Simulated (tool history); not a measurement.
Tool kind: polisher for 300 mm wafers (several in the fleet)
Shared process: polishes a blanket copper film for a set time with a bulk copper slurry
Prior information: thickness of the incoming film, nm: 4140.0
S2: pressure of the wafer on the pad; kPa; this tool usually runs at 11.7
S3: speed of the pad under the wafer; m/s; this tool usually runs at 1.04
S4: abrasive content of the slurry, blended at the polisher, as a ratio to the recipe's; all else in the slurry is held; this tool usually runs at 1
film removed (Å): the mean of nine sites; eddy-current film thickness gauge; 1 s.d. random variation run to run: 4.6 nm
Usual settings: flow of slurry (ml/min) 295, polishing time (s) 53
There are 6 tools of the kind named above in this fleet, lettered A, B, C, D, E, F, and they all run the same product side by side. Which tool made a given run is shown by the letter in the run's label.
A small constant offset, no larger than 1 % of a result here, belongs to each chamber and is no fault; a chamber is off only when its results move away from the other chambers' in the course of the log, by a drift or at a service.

Run 1F, hour 6: usual settings. Result: film removed (Å) 3406.4.
At hour 14.6: chamber B: worn pad replaced by a new one.
Run 2C, hour 16.5: usual settings. Result: film removed (Å) 3420.6.
At hour 21: chamber C: worn pad replaced by a new one.
At hour 21.4: chamber B: slurry nozzle cleaned.
Run 3B, hour 24.3: usual settings. Result: film removed (Å) 3351.5.
At hour 29: chamber A: worn pad replaced by a new one.
Run 4E, hour 31.4: usual settings. Result: film removed (Å) 3408.6.
At hour 33.2: chamber D: worn pad replaced by a new one.
Run 5D, hour 41.7: usual settings. Result: film removed (Å) 3415.2.
At hour 46.4: chamber E: worn pad replaced by a new one.
Run 6A, hour 48.9: usual settings. Result: film removed (Å) 3300.3.
Run 7D, hour 58.2: usual settings. Result: film removed (Å) 3360.5.
At hour 59.7: chamber F: slurry nozzle cleaned.
At hour 60.1: chamber B: slurry blender recalibrated.
At hour 63.1: chamber E: slurry blender recalibrated.
Run 8A, hour 67.2: usual settings. Result: film removed (Å) 3447.
At hour 73.1: chamber B: worn pad replaced by a new one.
Run 9B, hour 75.2: usual settings. Result: film removed (Å) 3330.7.
At hour 78.9: chamber F: slurry blender recalibrated.
At hour 81.5: chamber A: head pressure recalibrated.
Run 10C, hour 84.5: usual settings. Result: film removed (Å) 3370.9.
Run 11F, hour 90.2: usual settings. Result: film removed (Å) 3307.
At hour 95.5: chamber D: slurry blender recalibrated.
At hour 97.8: chamber C: worn pad replaced by a new one.
Run 12E, hour 98.6: usual settings. Result: film removed (Å) 3366.6.
At hour 100: chamber E: slurry nozzle cleaned.
At hour 104.6: chamber E: worn pad replaced by a new one.
At hour 108.3: chamber A: worn pad replaced by a new one.
Run 13F, hour 108.8: usual settings. Result: film removed (Å) 3278.
At hour 110.9: chamber A: slurry blender recalibrated.
Run 14C, hour 116.2: usual settings. Result: film removed (Å) 3440.4.
Run 15B, hour 127.8: usual settings. Result: film removed (Å) 3343.2.
At hour 129.1: chamber B: worn pad replaced by a new one.
At hour 129.4: chamber D: worn pad replaced by a new one.
At hour 131.4: chamber B: head pressure recalibrated.
Run 16A, hour 135: usual settings. Result: film removed (Å) 3421.8.
Run 17E, hour 145.9: usual settings but flow of slurry (ml/min) 370, S4 0.85. Result: film removed (Å) 3314.4.
Run 18D, hour 156.1: usual settings but flow of slurry (ml/min) 370, S4 0.85. Result: film removed (Å) 3333.4.
At hour 157: chamber E: head pressure recalibrated.
Run 19D, hour 166.2: usual settings but flow of slurry (ml/min) 370, S4 0.85. Result: film removed (Å) 3363.8.
At hour 173.9: chamber A: worn pad replaced by a new one.
At hour 175.1: chamber E: worn pad replaced by a new one.
Run 20B, hour 176.7: usual settings but flow of slurry (ml/min) 370, S4 0.85. Result: film removed (Å) 3347.8.
At hour 185.6: chamber C: worn pad replaced by a new one.
Run 21E, hour 187: usual settings but flow of slurry (ml/min) 370, S4 0.85. Result: film removed (Å) 3414.6.
At hour 194.7: chamber B: worn pad replaced by a new one.
At hour 197.6: chamber E: slurry blender recalibrated.
Run 22A, hour 198.5: usual settings but flow of slurry (ml/min) 370, S4 0.85. Result: film removed (Å) 3352.4.
Run 23F, hour 204.2: usual settings but S2 9 kPa, S4 1.15. Result: film removed (Å) 2536.8.
Run 24C, hour 210.3: usual settings but S2 9 kPa, S4 1.15. Result: film removed (Å) 2660.1.
At hour 216.3: chamber C: slurry blender recalibrated.
Run 25D, hour 220.4: usual settings but S2 9 kPa, S4 1.15. Result: film removed (Å) 2707.4.
Run 26B, hour 226.2: usual settings but S2 9 kPa, S4 1.15. Result: film removed (Å) 2681.6.
At hour 229.5: chamber D: worn pad replaced by a new one.
Run 27A, hour 235: usual settings but S2 9 kPa, S4 1.15. Result: film removed (Å) 2660.5.
Run 28F, hour 241: usual settings but S2 9 kPa, S4 1.15. Result: film removed (Å) 2434.6.
At hour 244.7: chamber E: worn pad replaced by a new one.
Run 29C, hour 250.5: usual settings. Result: film removed (Å) 3467.
At hour 252.2: chamber A: worn pad replaced by a new one.
At hour 260.3: chamber B: worn pad replaced by a new one.
Run 30E, hour 261.6: usual settings. Result: film removed (Å) 3299.2.
At hour 267.7: chamber B: slurry blender recalibrated.
Run 31A, hour 272: usual settings but S3 1.16 m/s, polishing time (s) 71. Result: film removed (Å) 5095.
At hour 279.3: chamber F: slurry nozzle cleaned.
Run 32B, hour 280.4: usual settings but S3 1.16 m/s, polishing time (s) 71. Result: film removed (Å) 5175.8.
At hour 281.1: chamber D: slurry blender recalibrated.
At hour 281.4: chamber C: worn pad replaced by a new one.
At hour 282: chamber F: slurry blender recalibrated.
Run 33C, hour 286.5: usual settings but S3 1.16 m/s, polishing time (s) 71. Result: film removed (Å) 4959.5.
Run 34F, hour 293.7: usual settings but S3 1.16 m/s, polishing time (s) 71. Result: film removed (Å) 4650.9.
Run 35E, hour 298.9: usual settings but S3 1.16 m/s, polishing time (s) 71. Result: film removed (Å) 5008.7.
Run 36D, hour 304.9: usual settings but S3 1.16 m/s, polishing time (s) 71. Result: film removed (Å) 5064.1.
At hour 311.7: chamber E: worn pad replaced by a new one.
Run 37E, hour 313: usual settings. Result: film removed (Å) 3434.7.
At hour 313.3: chamber B: slurry nozzle cleaned.
At hour 319.2: chamber B: worn pad replaced by a new one.
Run 38B, hour 322: usual settings. Result: film removed (Å) 3420.7.

Which is it: a chamber that has drifted or been left off by a service, a gauge drift common to all chambers, or only each chamber's usual small offset? If a chamber is off, name it and its likeliest cause.

Chamber F drifts away from the others.
What lies behind it: removal rate lost through wear of the pad, % = 10.7.
From this log alone, it may not be told apart from: head's pressure below its setpoint, %.

Below are 4 candidate recipes for chamber F's next run, each the usual settings with a change, their results shown as question marks. Which of them brings F's results back in line with what the other chambers give on the usual settings?
Maximum distance from the other chambers' mean on the usual settings for a result to count as in line: film removed (Å) 160
Run 39F-1, hour 330.3: usual settings but S4 0.95, polishing time (s) 44. Result: film removed (Å) ?.
Run 39F-2, hour 330.3: usual settings but flow of slurry (ml/min) 300, S2 13.1 kPa, polishing time (s) 58. Result: film removed (Å) ?.
Run 39F-3, hour 330.3: usual settings but flow of slurry (ml/min) 290, polishing time (s) 47. Result: film removed (Å) ?.
Run 39F-4, hour 330.3: usual settings but polishing time (s) 59. Result: film removed (Å) ?.

Average result of the remaining chambers running the usual settings: film removed (Å) 3391.4
  run  film removed (Å)
39F-1            2511.1
39F-2            3751.5
39F-3            2707.1
39F-4            3403.8
Change 39F-4 lands the chamber within the allowed miss of the other chambers.
